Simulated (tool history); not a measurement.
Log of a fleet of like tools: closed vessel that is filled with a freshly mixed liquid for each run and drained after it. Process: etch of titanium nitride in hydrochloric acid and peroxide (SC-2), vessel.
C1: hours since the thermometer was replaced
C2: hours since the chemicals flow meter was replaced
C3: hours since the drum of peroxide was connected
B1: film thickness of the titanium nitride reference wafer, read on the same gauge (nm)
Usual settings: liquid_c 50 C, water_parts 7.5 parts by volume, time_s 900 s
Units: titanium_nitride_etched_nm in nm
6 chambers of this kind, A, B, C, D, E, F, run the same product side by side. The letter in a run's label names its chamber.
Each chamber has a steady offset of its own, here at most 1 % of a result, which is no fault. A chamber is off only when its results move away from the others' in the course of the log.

-- hour=8.1 chamber A: chemicals flow meter replaced
run 1F hour=9.5 | liquid_c=50 water_parts=7.5 time_s=900 | C1=901.3 C2=1224.6 C3=1034.2 | B1=119.93 | titanium_nitride_etched_nm=35.406
run 2B hour=16.4 | liquid_c=50 water_parts=7.5 time_s=900 | C1=359.3 C2=272.9 C3=180.1 | B1=119.98 | titanium_nitride_etched_nm=35.981
run 3E hour=29.5 | liquid_c=50 water_parts=7.5 time_s=900 | C1=1649.1 C2=1584.7 C3=428.5 | B1=120.01 | titanium_nitride_etched_nm=36.313
run 4A hour=39.4 | liquid_c=50 water_parts=7.5 time_s=900 | C1=865.3 C2=31.4 C3=460.6 | B1=120 | titanium_nitride_etched_nm=35.716
run 5D hour=45.1 | liquid_c=50 water_parts=7.5 time_s=900 | C1=575.1 C2=199.7 C3=574.3 | B1=120.01 | titanium_nitride_etched_nm=35.347
run 6C hour=56.3 | liquid_c=50 water_parts=9.5 time_s=900 | C1=1141 C2=275.4 C3=1052 | B1=120.01 | titanium_nitride_etched_nm=29.583
run 7C hour=62.1 | liquid_c=50 water_parts=9.5 time_s=900 | C1=1146.8 C2=281.2 C3=1057.8 | B1=119.99 | titanium_nitride_etched_nm=29.2
run 8A hour=73.1 | liquid_c=50 water_parts=9.5 time_s=900 | C1=899 C2=65.1 C3=494.3 | B1=119.96 | titanium_nitride_etched_nm=29.315
run 9B hour=80.4 | liquid_c=50 water_parts=9.5 time_s=900 | C1=423.3 C2=336.9 C3=244.1 | B1=120.02 | titanium_nitride_etched_nm=29.213
run 10F hour=91.1 | liquid_c=50 water_parts=9.5 time_s=900 | C1=982.9 C2=1306.2 C3=1115.8 | B1=120.01 | titanium_nitride_etched_nm=29.533
run 11E hour=96.9 | liquid_c=50 water_parts=9.5 time_s=900 | C1=1716.5 C2=1652.1 C3=495.9 | B1=120 | titanium_nitride_etched_nm=29.837
run 12D hour=107.1 | liquid_c=53 water_parts=7.5 time_s=900 | C1=637.1 C2=261.7 C3=636.3 | B1=120 | titanium_nitride_etched_nm=43.996
run 13A hour=120.1 | liquid_c=53 water_parts=7.5 time_s=900 | C1=946 C2=112.1 C3=541.3 | B1=120.06 | titanium_nitride_etched_nm=43.388
run 14F hour=133 | liquid_c=53 water_parts=7.5 time_s=900 | C1=1024.8 C2=1348.1 C3=1157.7 | B1=120.03 | titanium_nitride_etched_nm=42.748
-- hour=138.6 chamber E: chemicals flow meter replaced
run 15B hour=145.5 | liquid_c=53 water_parts=7.5 time_s=900 | C1=488.4 C2=402 C3=309.2 | B1=119.95 | titanium_nitride_etched_nm=43.807
run 16C hour=154.8 | liquid_c=53 water_parts=7.5 time_s=900 | C1=1239.5 C2=373.9 C3=1150.5 | B1=120.01 | titanium_nitride_etched_nm=43.164
run 17E hour=163.3 | liquid_c=53 water_parts=7.5 time_s=900 | C1=1782.9 C2=24.8 C3=562.3 | B1=119.97 | titanium_nitride_etched_nm=43.767
run 18D hour=173.5 | liquid_c=50 water_parts=7.5 time_s=900 | C1=703.5 C2=328.1 C3=702.7 | B1=119.99 | titanium_nitride_etched_nm=36.581
-- hour=180.6 chamber D: new drum of peroxide connected
run 19E hour=182.8 | liquid_c=50 water_parts=7.5 time_s=900 | C1=1802.4 C2=44.3 C3=581.8 | B1=120.02 | titanium_nitride_etched_nm=35.602
-- hour=185.5 chamber F: new drum of peroxide connected
run 20C hour=193.2 | liquid_c=50 water_parts=7.5 time_s=900 | C1=1277.9 C2=412.3 C3=1188.9 | B1=120.02 | titanium_nitride_etched_nm=35.994
run 21A hour=199.9 | liquid_c=50 water_parts=7.5 time_s=900 | C1=1025.8 C2=191.9 C3=621.1 | B1=120.02 | titanium_nitride_etched_nm=35.656
-- hour=206.1 chamber C: thermometer replaced
run 22B hour=208 | liquid_c=50 water_parts=7.5 time_s=900 | C1=550.9 C2=464.5 C3=371.7 | B1=120 | titanium_nitride_etched_nm=35.345
-- hour=208.8 chamber F: thermometer replaced
run 23F hour=220.5 | liquid_c=50 water_parts=7.5 time_s=900 | C1=11.7 C2=1435.6 C3=35.1 | B1=120 | titanium_nitride_etched_nm=35.404
run 24D hour=228.3 | liquid_c=50 water_parts=7.5 time_s=380 | C1=758.3 C2=382.9 C3=47.8 | B1=119.98 | titanium_nitride_etched_nm=15.811
-- hour=235.7 chamber E: new drum of peroxide connected
run 25C hour=238.8 | liquid_c=50 water_parts=7.5 time_s=380 | C1=32.7 C2=457.9 C3=1234.5 | B1=120.01 | titanium_nitride_etched_nm=15.069
run 26A hour=251.1 | liquid_c=50 water_parts=7.5 time_s=380 | C1=1077 C2=243.1 C3=672.3 | B1=119.92 | titanium_nitride_etched_nm=15.017
run 27D hour=262.7 | liquid_c=50 water_parts=7.5 time_s=380 | C1=792.7 C2=417.3 C3=82.2 | B1=120.05 | titanium_nitride_etched_nm=15.645
run 28E hour=275.6 | liquid_c=50 water_parts=7.5 time_s=380 | C1=1895.2 C2=137.1 C3=39.9 | B1=120.04 | titanium_nitride_etched_nm=15.077
run 29F hour=283.5 | liquid_c=50 water_parts=7.5 time_s=380 | C1=74.7 C2=1498.6 C3=98.1 | B1=119.99 | titanium_nitride_etched_nm=14.857
run 30B hour=289.8 | liquid_c=50 water_parts=7.5 time_s=900 | C1=632.7 C2=546.3 C3=453.5 | B1=119.98 | titanium_nitride_etched_nm=35.49
run 31B hour=300.6 | liquid_c=50 water_parts=7.5 time_s=900 | C1=643.5 C2=557.1 C3=464.3 | B1=119.96 | titanium_nitride_etched_nm=35.377
run 32E hour=306.8 | liquid_c=50 water_parts=7.5 time_s=1290 | C1=1926.4 C2=168.3 C3=71.1 | B1=119.99 | titanium_nitride_etched_nm=51.131
run 33A hour=319.6 | liquid_c=50 water_parts=7.5 time_s=1290 | C1=1145.5 C2=311.6 C3=740.8 | B1=119.99 | titanium_nitride_etched_nm=50.829
run 34C hour=332.6 | liquid_c=50 water_parts=7.5 time_s=1290 | C1=126.5 C2=551.7 C3=1328.3 | B1=120 | titanium_nitride_etched_nm=50.934
run 35D hour=340.7 | liquid_c=50 water_parts=7.5 time_s=1290 | C1=870.7 C2=495.3 C3=160.2 | B1=120.01 | titanium_nitride_etched_nm=54.56
run 36F hour=351.2 | liquid_c=50 water_parts=7.5 time_s=1290 | C1=142.4 C2=1566.3 C3=165.8 | B1=119.98 | titanium_nitride_etched_nm=51.809
run 37F hour=361.9 | liquid_c=50 water_parts=7.5 time_s=1290 | C1=153.1 C2=1577 C3=176.5 | B1=120.01 | titanium_nitride_etched_nm=51.232

What goes on in this fleet: one chamber off, a drifting gauge, or nothing beyond the chambers' own small offsets? Name the chamber and the cause, if any.

Chamber D drifts away from the others.
Cause: chemicals flow above the setpoint (%) = 10.7.
The log may not tell that from: liquid hotter than its thermometer reads (K).

Here are 4 candidates for chamber D's next run, each the usual settings with a change, their results left as question marks. Which one brings its results back in line with what the others give on the usual settings?
In line means no further than this from the other chambers' mean on the usual settings: titanium_nitride_etched_nm 0.91 nm
run 38D-1 hour=371.4 | liquid_c=50 water_parts=7.5 time_s=975 | titanium_nitride_etched_nm=?
run 38D-2 hour=371.4 | liquid_c=50 water_parts=7.5 time_s=825 | titanium_nitride_etched_nm=?
run 38D-3 hour=371.4 | liquid_c=49 water_parts=7.5 time_s=850 | titanium_nitride_etched_nm=?
run 38D-4 hour=371.4 | liquid_c=51 water_parts=7.5 time_s=950 | titanium_nitride_etched_nm=?

The other chambers' mean on the usual settings: titanium_nitride_etched_nm 35.613 nm
run=38D-1 titanium_nitride_etched_nm=41.801
run=38D-2 titanium_nitride_etched_nm=35.37
run=38D-3 titanium_nitride_etched_nm=34.039
run=38D-4 titanium_nitride_etched_nm=43.586
38D-2 brings the chamber back in line.

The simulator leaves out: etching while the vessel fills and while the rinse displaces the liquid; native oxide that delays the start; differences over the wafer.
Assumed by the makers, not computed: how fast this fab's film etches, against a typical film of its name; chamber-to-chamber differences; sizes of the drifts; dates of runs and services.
